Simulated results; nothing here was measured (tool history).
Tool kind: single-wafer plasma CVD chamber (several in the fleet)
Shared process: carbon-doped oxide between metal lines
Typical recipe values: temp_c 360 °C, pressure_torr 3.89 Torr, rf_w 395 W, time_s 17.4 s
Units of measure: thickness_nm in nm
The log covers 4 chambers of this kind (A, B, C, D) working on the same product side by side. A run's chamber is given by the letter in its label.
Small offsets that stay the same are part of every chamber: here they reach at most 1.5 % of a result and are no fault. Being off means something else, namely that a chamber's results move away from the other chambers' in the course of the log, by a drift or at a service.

run    day  temp_c  pressure_torr  rf_w  time_s  hours since the last thermocouple change  hours since the last RF generator calibration  hours since the last manometer calibration  read-back reference wafer on the same gauge, thickness_nm  thickness_nm
 1A  0.229     360           3.89   395    17.4                                     151.8                                          873.1                                       643.8                                                     57.611        72.469
 2C  0.454     360           3.89   395    17.4                                     346.5                                          976.4                                      2114.5                                                     57.624        71.244
 3B  0.621     360           3.89   395    17.4                                    2150.1                                         1732.3                                       349.8                                                     57.622        71.174
 4D  0.942     360           3.89   395    17.4                                    1434.6                                           1277                                       569.7                                                     57.657          70.8
 5B  1.138     360           3.89   395    17.4                                    2162.5                                         1744.7                                       362.2                                                     57.629        71.472
 6D  1.342     360           3.89   395    17.4                                    1444.2                                         1286.6                                       579.3                                                     57.652        70.959
 7A  1.554     360           3.89   395    17.4                                     183.6                                          904.9                                       675.6                                                     57.664        72.466
 8C  1.867     360           3.89   395    17.4                                     380.4                                         1010.3                                      2148.4                                                     57.648        71.043
 9D  2.108     360           3.89   395    17.4                                    1462.6                                           1305                                       597.7                                                     57.662        70.758
10A  2.417     360           3.89   395    17.4                                     204.3                                          925.6                                       696.3                                                     57.659        72.405
11C  2.746     347           3.89   395    17.4                                     401.5                                         1031.4                                      2169.5                                                     57.692        73.776
12B  2.996     347           3.89   395    17.4                                    2207.1                                         1789.3                                       406.8                                                     57.691        74.038
13D  3.225     347           3.89   395    17.4                                    1489.4                                         1331.8                                       624.5                                                     57.719        73.438
14A  3.546     347           3.89   395    17.4                                     231.4                                          952.7                                       723.4                                                     57.718        75.231
15B  3.775     360           3.89   395    17.4                                    2225.8                                           1808                                       425.5                                                     57.711        71.447
16C  4.062     360           3.89   395    17.4                                     433.1                                           1063                                      2201.1                                                     57.728        71.176
17A  4.346     360           3.89   395    17.4                                     250.6                                          971.9                                       742.6                                                     57.746        72.532
18D    4.6     360           3.89   395    17.4                                    1522.4                                         1364.8                                       657.5                                                     57.744        70.989
19C  4.858     360           3.89   395    17.4                                     452.2                                         1082.1                                      2220.2                                                     57.758        71.234
20B  5.171     360           3.89   440    18.4                                    2259.3                                         1841.5                                         459                                                     57.754        81.773
21B  5.492     360           3.89   440    18.4                                      2267                                         1849.2                                       466.7                                                     57.785        81.914
22A  5.796     360           3.89   440    18.4                                     285.4                                         1006.7                                       777.4                                                     57.779        83.103
23D  6.067     360           3.89   440    18.4                                    1557.6                                           1400                                       692.7                                                      57.78        81.466
24C  6.296     360           3.89   395    20.3                                     486.7                                         1116.6                                      2254.7                                                     57.804        83.037
25D  6.621     360           3.89   395    20.3                                    1570.9                                         1413.3                                         706                                                      57.82        82.673
26C  6.867     360           3.89   395    20.3                                     500.4                                         1130.3                                      2268.4                                                     57.828        82.994
     6.896  -- chamber B: RF generator calibrated
27B  7.046     360           3.89   395    20.3                                    2304.3                                            3.6                                         504                                                     57.841        83.335
28A  7.304     360           3.89   395    17.4                                     321.6                                         1042.9                                       813.6                                                     57.854         72.48
29A  7.512     360           3.89   395    17.4                                     326.6                                         1047.9                                       818.6                                                     57.844        72.625

Next, all 4 chambers run the settings below, one line each with question marks for the results. What does each chamber give?
30A  7.758     360           3.89   395    17.4                                                                                                                                                                                                             ?
30B  7.758     360           3.89   395    17.4                                                                                                                                                                                                             ?
30C  7.758     360           3.89   395    17.4                                                                                                                                                                                                             ?
30D  7.758     360           3.89   395    17.4                                                                                                                                                                                                             ?

run  thickness_nm
30A        72.686
30B        71.663
30C        71.334
30D        71.012
